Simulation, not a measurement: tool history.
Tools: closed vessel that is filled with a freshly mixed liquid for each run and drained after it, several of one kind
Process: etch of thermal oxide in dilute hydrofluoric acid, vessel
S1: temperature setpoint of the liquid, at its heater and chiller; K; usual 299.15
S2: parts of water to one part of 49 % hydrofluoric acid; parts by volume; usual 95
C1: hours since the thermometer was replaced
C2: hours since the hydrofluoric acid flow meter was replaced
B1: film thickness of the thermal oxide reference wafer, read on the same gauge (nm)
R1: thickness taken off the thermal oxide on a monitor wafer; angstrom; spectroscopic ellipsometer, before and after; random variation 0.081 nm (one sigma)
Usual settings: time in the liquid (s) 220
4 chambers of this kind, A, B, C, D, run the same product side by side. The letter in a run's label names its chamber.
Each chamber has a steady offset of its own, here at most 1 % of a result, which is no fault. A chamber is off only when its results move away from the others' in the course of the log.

run 1C hour=9.3 | S1=299.15 S2=95 time_in_the_liquid_(s)=220 | C1=2123.5 C2=826.3 | B1=110.01 | R1=116.32
run 2B hour=16.6 | S1=299.15 S2=95 time_in_the_liquid_(s)=220 | C1=583.3 C2=72 | B1=110.03 | R1=118.19
run 3D hour=21.7 | S1=299.15 S2=95 time_in_the_liquid_(s)=220 | C1=209.2 C2=854.2 | B1=110 | R1=116.94
run 4A hour=28.5 | S1=299.15 S2=95 time_in_the_liquid_(s)=220 | C1=32.4 C2=1839.7 | B1=109.97 | R1=115.24
run 5A hour=34.4 | S1=299.15 S2=95 time_in_the_liquid_(s)=220 | C1=38.3 C2=1845.6 | B1=110 | R1=116.75
run 6B hour=44.1 | S1=299.15 S2=95 time_in_the_liquid_(s)=220 | C1=610.8 C2=99.5 | B1=109.97 | R1=116.79
run 7C hour=53.6 | S1=299.15 S2=95 time_in_the_liquid_(s)=220 | C1=2167.8 C2=870.6 | B1=110.02 | R1=116.73
run 8D hour=61 | S1=303.15 S2=80 time_in_the_liquid_(s)=220 | C1=248.5 C2=893.5 | B1=110.01 | R1=167.98
run 9A hour=66.5 | S1=303.15 S2=80 time_in_the_liquid_(s)=220 | C1=70.4 C2=1877.7 | B1=110 | R1=162.7
run 10B hour=71.8 | S1=303.15 S2=80 time_in_the_liquid_(s)=220 | C1=638.5 C2=127.2 | B1=110.01 | R1=165.25
run 11D hour=80.1 | S1=303.15 S2=80 time_in_the_liquid_(s)=220 | C1=267.6 C2=912.6 | B1=109.99 | R1=163.1
run 12C hour=89.1 | S1=299.15 S2=95 time_in_the_liquid_(s)=220 | C1=2203.3 C2=906.1 | B1=110 | R1=116.49
run 13C hour=94.7 | S1=299.15 S2=95 time_in_the_liquid_(s)=220 | C1=2208.9 C2=911.7 | B1=110.01 | R1=116.12
run 14A hour=101.4 | S1=299.15 S2=95 time_in_the_liquid_(s)=220 | C1=105.3 C2=1912.6 | B1=110.01 | R1=114.77
run 15D hour=109.6 | S1=299.15 S2=95 time_in_the_liquid_(s)=220 | C1=297.1 C2=942.1 | B1=109.99 | R1=117.06
run 16B hour=116.9 | S1=299.15 S2=95 time_in_the_liquid_(s)=220 | C1=683.6 C2=172.3 | B1=110.01 | R1=114
run 17D hour=122.3 | S1=299.15 S2=95 time_in_the_liquid_(s)=220 | C1=309.8 C2=954.8 | B1=109.98 | R1=116.89
run 18A hour=131.2 | S1=299.15 S2=95 time_in_the_liquid_(s)=220 | C1=135.1 C2=1942.4 | B1=110.01 | R1=116.19
run 19B hour=139.5 | S1=299.15 S2=95 time_in_the_liquid_(s)=220 | C1=706.2 C2=194.9 | B1=110.02 | R1=112.82
run 20C hour=144.7 | S1=299.15 S2=95 time_in_the_liquid_(s)=220 | C1=2258.9 C2=961.7 | B1=109.99 | R1=115.76
run 21B hour=153.3 | S1=299.15 S2=95 time_in_the_liquid_(s)=220 | C1=720 C2=208.7 | B1=110.02 | R1=114.05
run 22C hour=159.4 | S1=299.15 S2=95 time_in_the_liquid_(s)=220 | C1=2273.6 C2=976.4 | B1=109.96 | R1=116.86
run 23A hour=166 | S1=299.15 S2=95 time_in_the_liquid_(s)=220 | C1=169.9 C2=1977.2 | B1=110.02 | R1=115.97
run 24D hour=171.8 | S1=299.15 S2=95 time_in_the_liquid_(s)=220 | C1=359.3 C2=1004.3 | B1=109.99 | R1=116.59
-- hour=175.8 chamber D: hydrofluoric acid flow meter replaced
run 25B hour=181 | S1=299.15 S2=60 time_in_the_liquid_(s)=170 | C1=747.7 C2=236.4 | B1=110.03 | R1=143.55
run 26D hour=188.5 | S1=299.15 S2=60 time_in_the_liquid_(s)=170 | C1=376 C2=12.7 | B1=110.01 | R1=150.83
run 27C hour=195.2 | S1=299.15 S2=60 time_in_the_liquid_(s)=170 | C1=2309.4 C2=1012.2 | B1=109.99 | R1=147.81
run 28A hour=199.9 | S1=299.15 S2=60 time_in_the_liquid_(s)=170 | C1=203.8 C2=2011.1 | B1=110.03 | R1=145.84
run 29C hour=206.8 | S1=299.15 S2=95 time_in_the_liquid_(s)=220 | C1=2321 C2=1023.8 | B1=110.02 | R1=115.97
run 30A hour=214.8 | S1=299.15 S2=95 time_in_the_liquid_(s)=220 | C1=218.7 C2=2026 | B1=110.04 | R1=116.16
run 31B hour=222.7 | S1=299.15 S2=95 time_in_the_liquid_(s)=220 | C1=789.4 C2=278.1 | B1=110.02 | R1=110.39
run 32D hour=228.7 | S1=299.15 S2=95 time_in_the_liquid_(s)=220 | C1=416.2 C2=52.9 | B1=109.98 | R1=115.8
run 33C hour=238.6 | S1=299.15 S2=95 time_in_the_liquid_(s)=220 | C1=2352.8 C2=1055.6 | B1=109.96 | R1=116.01
run 34B hour=246.2 | S1=299.15 S2=95 time_in_the_liquid_(s)=220 | C1=812.9 C2=301.6 | B1=109.96 | R1=110.1
run 35D hour=252.7 | S1=299.15 S2=95 time_in_the_liquid_(s)=220 | C1=440.2 C2=76.9 | B1=109.96 | R1=116.66
run 36A hour=260.8 | S1=299.15 S2=95 time_in_the_liquid_(s)=220 | C1=264.7 C2=2072 | B1=110.04 | R1=116.33
run 37D hour=270.2 | S1=299.15 S2=95 time_in_the_liquid_(s)=220 | C1=457.7 C2=94.4 | B1=110 | R1=116.74
run 38A hour=277 | S1=299.15 S2=95 time_in_the_liquid_(s)=220 | C1=280.9 C2=2088.2 | B1=110 | R1=114.72
run 39B hour=282.6 | S1=299.15 S2=95 time_in_the_liquid_(s)=220 | C1=849.3 C2=338 | B1=109.99 | R1=108.16

Is one chamber off against the others, does the gauge drift, or is nothing wrong? If a chamber is off, say which, and what the likeliest cause is.

Chamber B drifts away from the others.
Cause: liquid colder than its thermometer reads (K) = 2.01.
The log may not tell that from: hydrofluoric acid flow below the setpoint (%).

Here are 4 candidates for chamber B's next run, each the usual settings with a change, their results left as question marks. Which one brings its results back in line with what the others give on the usual settings?
In line means no further than this from the other chambers' mean on the usual settings: R1 2.8 angstrom
run 40B-1 hour=290.1 | S1=302.15 S2=95 time_in_the_liquid_(s)=220 | R1=?
run 40B-2 hour=290.1 | S1=300.65 S2=95 time_in_the_liquid_(s)=220 | R1=?
run 40B-3 hour=290.1 | S1=298.65 S2=95 time_in_the_liquid_(s)=200 | R1=?
run 40B-4 hour=290.1 | S1=299.15 S2=95 time_in_the_liquid_(s)=205 | R1=?

The other chambers' mean on the usual settings: R1 116.35 angstrom
run=40B-1 R1=122.66
run=40B-2 R1=115.65
run=40B-3 R1=97.096
run=40B-4 R1=101.53
40B-2 brings the chamber back in line.

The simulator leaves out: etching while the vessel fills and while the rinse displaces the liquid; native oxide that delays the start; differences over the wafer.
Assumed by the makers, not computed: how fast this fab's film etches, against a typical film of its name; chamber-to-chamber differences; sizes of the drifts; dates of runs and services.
